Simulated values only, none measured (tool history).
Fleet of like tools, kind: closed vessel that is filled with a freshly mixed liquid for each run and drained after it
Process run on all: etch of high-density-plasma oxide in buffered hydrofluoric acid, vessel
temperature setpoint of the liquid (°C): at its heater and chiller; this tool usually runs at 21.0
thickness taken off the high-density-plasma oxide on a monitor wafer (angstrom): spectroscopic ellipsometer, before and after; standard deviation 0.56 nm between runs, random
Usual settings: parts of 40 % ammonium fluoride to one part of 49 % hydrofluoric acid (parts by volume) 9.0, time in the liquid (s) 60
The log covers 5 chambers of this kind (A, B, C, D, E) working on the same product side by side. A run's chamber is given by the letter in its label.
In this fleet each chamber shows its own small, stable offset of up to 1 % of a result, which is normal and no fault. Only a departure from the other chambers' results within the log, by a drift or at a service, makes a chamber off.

| run | hour | temperature setpoint of the liquid (°C) | parts of 40 % ammonium fluoride to one part of 49 % hydrofluoric acid (parts by volume) | time in the liquid (s) | hours since the thermometer was replaced | hours since the hydrofluoric acid flow meter was replaced | read-back film thickness of the high-density-plasma oxide reference wafer, read on the same gauge (nm) | thickness taken off the high-density-plasma oxide on a monitor wafer (angstrom) |
|---|---|---|---|---|---|---|---|---|
| 1C | 7.2 | 21.0 | 9.0 | 60 | 1692.9 | 603.5 | 29.979 | 672.56 |
| 2D | 16.4 | 21.0 | 9.0 | 60 | 1060.4 | 605.4 | 29.961 | 686.79 |
| 3E | 24.3 | 21.0 | 9.0 | 60 | 2139.6 | 407.9 | 29.987 | 678.42 |
| 4A | 31.6 | 21.0 | 9.0 | 60 | 1795.6 | 536.5 | 30.001 | 686.98 |
| 5B | 39.2 | 21.0 | 9.0 | 60 | 1612.1 | 647.6 | 29.997 | 680.87 |
| 6A | 49.8 | 21.0 | 9.0 | 60 | 1813.8 | 554.7 | 29.956 | 684.28 |
| 7B | 58.6 | 21.0 | 9.0 | 60 | 1631.5 | 667.0 | 30.008 | 666.47 |
| 8E | 68.9 | 21.0 | 6.0 | 35 | 2184.2 | 452.5 | 29.999 | 583.39 |
| 9D | 79.2 | 21.0 | 6.0 | 35 | 1123.2 | 668.2 | 29.993 | 594.93 |
| 10C | 88.2 | 21.0 | 6.0 | 35 | 1773.9 | 684.5 | 30.021 | 583.36 |
| 11D | 93.1 | 21.0 | 6.0 | 35 | 1137.1 | 682.1 | 30.039 | 596.97 |
|  | 96.8 | chamber E: hydrofluoric acid flow meter replaced |
| 12C | 99.0 | 21.0 | 6.0 | 35 | 1784.7 | 695.3 | 29.943 | 580.27 |
| 13A | 109.8 | 21.0 | 9.0 | 60 | 1873.8 | 614.7 | 30.000 | 685.35 |
| 14B | 117.3 | 21.0 | 9.0 | 60 | 1690.2 | 725.7 | 29.986 | 694.13 |
| 15E | 124.2 | 21.0 | 9.0 | 60 | 2239.5 | 27.4 | 30.021 | 680.92 |
| 16A | 131.1 | 21.0 | 9.0 | 60 | 1895.1 | 636.0 | 29.959 | 683.27 |
| 17D | 141.3 | 21.0 | 9.0 | 60 | 1185.3 | 730.3 | 30.016 | 678.15 |
| 18E | 149.9 | 21.0 | 9.0 | 60 | 2265.2 | 53.1 | 30.018 | 675.75 |
|  | 155.9 | chamber B: thermometer replaced |
| 19C | 157.9 | 21.0 | 9.0 | 60 | 1843.6 | 754.2 | 29.987 | 674.66 |
| 20B | 167.1 | 21.0 | 9.0 | 60 | 11.2 | 775.5 | 30.007 | 713.43 |
|  | 170.9 | chamber D: hydrofluoric acid flow meter replaced |
| 21C | 173.3 | 21.0 | 9.0 | 60 | 1859.0 | 769.6 | 30.017 | 670.57 |
| 22D | 181.5 | 22.5 | 10.5 | 60 | 1225.5 | 10.6 | 29.970 | 665.70 |
|  | 184.4 | chamber C: thermometer replaced |
| 23B | 190.1 | 22.5 | 10.5 | 60 | 34.2 | 798.5 | 29.956 | 685.37 |
| 24A | 200.6 | 22.5 | 10.5 | 60 | 1964.6 | 705.5 | 29.961 | 663.86 |
| 25E | 207.0 | 22.5 | 10.5 | 60 | 2322.3 | 110.2 | 30.031 | 667.73 |
| 26C | 215.6 | 22.5 | 10.5 | 60 | 31.3 | 811.9 | 29.985 | 652.60 |
| 27D | 224.7 | 21.0 | 9.0 | 60 | 1268.7 | 53.8 | 29.957 | 663.53 |
| 28E | 232.8 | 21.0 | 9.0 | 60 | 2348.1 | 136.0 | 30.034 | 676.99 |
| 29B | 243.6 | 21.0 | 9.0 | 60 | 87.7 | 852.0 | 30.023 | 721.34 |
| 30A | 252.9 | 21.0 | 9.0 | 60 | 2016.9 | 757.8 | 30.011 | 685.34 |
| 31E | 259.4 | 21.0 | 9.0 | 60 | 2374.7 | 162.6 | 30.022 | 677.99 |
| 32D | 267.6 | 21.0 | 9.0 | 60 | 1311.6 | 96.7 | 29.975 | 688.26 |
| 33B | 276.7 | 21.0 | 9.0 | 60 | 120.8 | 885.1 | 29.976 | 731.41 |
| 34C | 287.1 | 21.0 | 9.0 | 60 | 102.8 | 883.4 | 30.024 | 666.18 |
| 35A | 298.3 | 21.0 | 9.0 | 60 | 2062.3 | 803.2 | 30.019 | 679.21 |
| 36E | 306.6 | 21.0 | 9.0 | 60 | 2421.9 | 209.8 | 29.974 | 678.39 |
| 37A | 313.5 | 21.0 | 10.0 | 90 | 2077.5 | 818.4 | 29.996 | 963.63 |
| 38C | 323.3 | 21.0 | 10.0 | 90 | 139.0 | 919.6 | 30.001 | 941.04 |
| 39B | 334.6 | 21.0 | 10.0 | 90 | 178.7 | 943.0 | 30.023 | 1013.80 |
| 40D | 343.8 | 21.0 | 10.0 | 90 | 1387.8 | 172.9 | 30.020 | 947.74 |
| 41A | 353.3 | 21.0 | 10.0 | 90 | 2117.3 | 858.2 | 29.988 | 947.97 |

Has any chamber moved away from the others, gradually or after a service, or does the common gauge drift, or do the chambers differ only by their own small steady offsets? State the chamber and the most likely cause if one applies.

Chamber B drifts away from the others.
What lies behind it: hydrofluoric acid flow above the setpoint (%) = 10.2.

Which of the 4 candidates below, each the usual settings with something changed and its results left as question marks, puts chamber B back in line with what the other chambers give on the usual settings?
Counts as in line when no further than this from what the other chambers average on the usual settings: thickness taken off the high-density-plasma oxide on a monitor wafer (angstrom) 20.00
| 42B-1 | 361.5 | 23.0 | 9.0 | 60 |  |  |  | ? |
| 42B-2 | 361.5 | 21.0 | 10.0 | 60 |  |  |  | ? |
| 42B-3 | 361.5 | 20.0 | 9.0 | 60 |  |  |  | ? |
| 42B-4 | 361.5 | 22.0 | 9.0 | 60 |  |  |  | ? |

Other chambers, usual settings, mean: thickness taken off the high-density-plasma oxide on a monitor wafer (angstrom) 678.36
| run | thickness taken off the high-density-plasma oxide on a monitor wafer (angstrom) |
|---|---|
| 42B-1 | 843.99 |
| 42B-2 | 676.11 |
| 42B-3 | 712.81 |
| 42B-4 | 798.38 |
Change 42B-2 lands the chamber within the allowed miss of the other chambers.
